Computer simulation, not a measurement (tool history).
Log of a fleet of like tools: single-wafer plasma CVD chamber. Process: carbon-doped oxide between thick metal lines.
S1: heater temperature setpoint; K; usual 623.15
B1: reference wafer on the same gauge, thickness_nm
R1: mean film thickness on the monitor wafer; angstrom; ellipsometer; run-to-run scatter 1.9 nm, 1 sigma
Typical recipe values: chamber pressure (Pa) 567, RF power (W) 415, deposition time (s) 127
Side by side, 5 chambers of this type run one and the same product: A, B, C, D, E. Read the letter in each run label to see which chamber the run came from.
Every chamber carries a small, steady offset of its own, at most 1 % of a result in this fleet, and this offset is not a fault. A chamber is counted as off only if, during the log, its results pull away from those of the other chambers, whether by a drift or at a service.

{"hour": 8.0, "done": "chamber D: thermocouple changed; heater temperature recalibrated"}
{"run": "1A", "hour": 15.4, "S1": 623.15, "chamber pressure (Pa)": 567, "RF power (W)": 415, "deposition time (s)": 127, "B1": 450.71, "R1": 5500.2}
{"run": "2B", "hour": 29.4, "S1": 623.15, "chamber pressure (Pa)": 567, "RF power (W)": 415, "deposition time (s)": 127, "B1": 451.13, "R1": 5533.6}
{"run": "3C", "hour": 38.4, "S1": 623.15, "chamber pressure (Pa)": 567, "RF power (W)": 415, "deposition time (s)": 127, "B1": 450.96, "R1": 5521.4}
{"hour": 46.4, "done": "chamber C: capacitance manometer re-zeroed and calibrated"}
{"run": "4D", "hour": 52.7, "S1": 623.15, "chamber pressure (Pa)": 567, "RF power (W)": 415, "deposition time (s)": 127, "B1": 451.13, "R1": 5545.5}
{"run": "5E", "hour": 62.2, "S1": 623.15, "chamber pressure (Pa)": 567, "RF power (W)": 415, "deposition time (s)": 127, "B1": 450.41, "R1": 5452.0}
{"run": "6C", "hour": 72.7, "S1": 623.15, "chamber pressure (Pa)": 567, "RF power (W)": 415, "deposition time (s)": 127, "B1": 451.06, "R1": 5507.3}
{"run": "7D", "hour": 81.8, "S1": 623.15, "chamber pressure (Pa)": 567, "RF power (W)": 415, "deposition time (s)": 127, "B1": 451.06, "R1": 5541.9}
{"run": "8B", "hour": 88.8, "S1": 623.15, "chamber pressure (Pa)": 567, "RF power (W)": 415, "deposition time (s)": 127, "B1": 451.12, "R1": 5512.9}
{"hour": 94.1, "done": "chamber C: thermocouple changed; heater temperature recalibrated"}
{"run": "9E", "hour": 97.3, "S1": 623.15, "chamber pressure (Pa)": 567, "RF power (W)": 415, "deposition time (s)": 127, "B1": 450.85, "R1": 5462.2}
{"run": "10A", "hour": 107.1, "S1": 623.15, "chamber pressure (Pa)": 567, "RF power (W)": 415, "deposition time (s)": 127, "B1": 451.13, "R1": 5543.5}
{"run": "11D", "hour": 121.3, "S1": 623.15, "chamber pressure (Pa)": 567, "RF power (W)": 415, "deposition time (s)": 127, "B1": 450.77, "R1": 5520.1}
{"run": "12E", "hour": 136.0, "S1": 623.15, "chamber pressure (Pa)": 567, "RF power (W)": 415, "deposition time (s)": 127, "B1": 451.18, "R1": 5468.5}
{"hour": 142.3, "done": "chamber D: RF generator calibrated"}
{"run": "13C", "hour": 147.1, "S1": 623.15, "chamber pressure (Pa)": 567, "RF power (W)": 415, "deposition time (s)": 127, "B1": 450.9, "R1": 5514.7}
{"run": "14A", "hour": 159.9, "S1": 623.15, "chamber pressure (Pa)": 567, "RF power (W)": 415, "deposition time (s)": 127, "B1": 450.99, "R1": 5488.8}
{"run": "15B", "hour": 171.9, "S1": 623.15, "chamber pressure (Pa)": 567, "RF power (W)": 415, "deposition time (s)": 127, "B1": 450.99, "R1": 5507.7}
{"run": "16B", "hour": 183.5, "S1": 623.15, "chamber pressure (Pa)": 567, "RF power (W)": 415, "deposition time (s)": 127, "B1": 450.98, "R1": 5517.3}
{"run": "17C", "hour": 198.9, "S1": 623.15, "chamber pressure (Pa)": 567, "RF power (W)": 415, "deposition time (s)": 127, "B1": 450.38, "R1": 5511.4}
{"run": "18E", "hour": 209.0, "S1": 623.15, "chamber pressure (Pa)": 567, "RF power (W)": 350, "deposition time (s)": 147, "B1": 450.95, "R1": 5576.0}
{"run": "19A", "hour": 223.8, "S1": 623.15, "chamber pressure (Pa)": 567, "RF power (W)": 350, "deposition time (s)": 147, "B1": 450.94, "R1": 5576.2}
{"run": "20D", "hour": 231.4, "S1": 623.15, "chamber pressure (Pa)": 567, "RF power (W)": 350, "deposition time (s)": 147, "B1": 451.13, "R1": 5641.8}
{"run": "21D", "hour": 246.2, "S1": 623.15, "chamber pressure (Pa)": 567, "RF power (W)": 350, "deposition time (s)": 147, "B1": 450.79, "R1": 5618.7}
{"run": "22A", "hour": 255.4, "S1": 623.15, "chamber pressure (Pa)": 567, "RF power (W)": 350, "deposition time (s)": 147, "B1": 451.1, "R1": 5565.9}
{"run": "23E", "hour": 266.1, "S1": 623.15, "chamber pressure (Pa)": 567, "RF power (W)": 415, "deposition time (s)": 127, "B1": 450.66, "R1": 5454.5}
{"hour": 266.7, "done": "chamber E: RF generator calibrated"}
{"run": "24C", "hour": 273.1, "S1": 623.15, "chamber pressure (Pa)": 567, "RF power (W)": 415, "deposition time (s)": 127, "B1": 450.89, "R1": 5461.3}
{"run": "25B", "hour": 288.3, "S1": 623.15, "chamber pressure (Pa)": 567, "RF power (W)": 415, "deposition time (s)": 127, "B1": 451.14, "R1": 5523.4}
{"run": "26D", "hour": 300.1, "S1": 611.15, "chamber pressure (Pa)": 567, "RF power (W)": 415, "deposition time (s)": 127, "B1": 451.35, "R1": 5730.6}
{"run": "27C", "hour": 309.0, "S1": 611.15, "chamber pressure (Pa)": 567, "RF power (W)": 415, "deposition time (s)": 127, "B1": 451.21, "R1": 5693.4}
{"run": "28B", "hour": 319.0, "S1": 611.15, "chamber pressure (Pa)": 567, "RF power (W)": 415, "deposition time (s)": 127, "B1": 451.08, "R1": 5720.9}
{"run": "29A", "hour": 330.5, "S1": 611.15, "chamber pressure (Pa)": 567, "RF power (W)": 415, "deposition time (s)": 127, "B1": 450.96, "R1": 5669.2}
{"run": "30E", "hour": 346.1, "S1": 611.15, "chamber pressure (Pa)": 567, "RF power (W)": 415, "deposition time (s)": 127, "B1": 450.82, "R1": 5658.7}
{"run": "31E", "hour": 360.0, "S1": 613.15, "chamber pressure (Pa)": 567, "RF power (W)": 415, "deposition time (s)": 127, "B1": 451.02, "R1": 5621.5}
{"run": "32A", "hour": 371.6, "S1": 613.15, "chamber pressure (Pa)": 567, "RF power (W)": 415, "deposition time (s)": 127, "B1": 450.66, "R1": 5639.1}
{"run": "33B", "hour": 383.7, "S1": 613.15, "chamber pressure (Pa)": 567, "RF power (W)": 415, "deposition time (s)": 127, "B1": 451.08, "R1": 5645.9}
{"run": "34C", "hour": 394.6, "S1": 613.15, "chamber pressure (Pa)": 567, "RF power (W)": 415, "deposition time (s)": 127, "B1": 451.45, "R1": 5641.7}
{"run": "35D", "hour": 402.4, "S1": 613.15, "chamber pressure (Pa)": 567, "RF power (W)": 415, "deposition time (s)": 127, "B1": 450.95, "R1": 5679.2}
{"run": "36D", "hour": 410.1, "S1": 613.15, "chamber pressure (Pa)": 509, "RF power (W)": 415, "deposition time (s)": 127, "B1": 451.08, "R1": 5616.9}
{"run": "37E", "hour": 425.3, "S1": 613.15, "chamber pressure (Pa)": 509, "RF power (W)": 415, "deposition time (s)": 127, "B1": 450.65, "R1": 5523.9}
{"run": "38B", "hour": 435.9, "S1": 613.15, "chamber pressure (Pa)": 509, "RF power (W)": 415, "deposition time (s)": 127, "B1": 451.09, "R1": 5579.2}

For the next run the whole fleet of 5 chambers uses the same settings. Give each chamber's results:
{"run": "39A", "hour": 447.1, "S1": 634.15, "chamber pressure (Pa)": 567, "RF power (W)": 415, "deposition time (s)": 127, "R1": "?"}
{"run": "39B", "hour": 447.1, "S1": 634.15, "chamber pressure (Pa)": 567, "RF power (W)": 415, "deposition time (s)": 127, "R1": "?"}
{"run": "39C", "hour": 447.1, "S1": 634.15, "chamber pressure (Pa)": 567, "RF power (W)": 415, "deposition time (s)": 127, "R1": "?"}
{"run": "39D", "hour": 447.1, "S1": 634.15, "chamber pressure (Pa)": 567, "RF power (W)": 415, "deposition time (s)": 127, "R1": "?"}
{"run": "39E", "hour": 447.1, "S1": 634.15, "chamber pressure (Pa)": 567, "RF power (W)": 415, "deposition time (s)": 127, "R1": "?"}

run=39A R1=5365.9
run=39B R1=5390.8
run=39C R1=5394.3
run=39D R1=5401.1
run=39E R1=5334.3
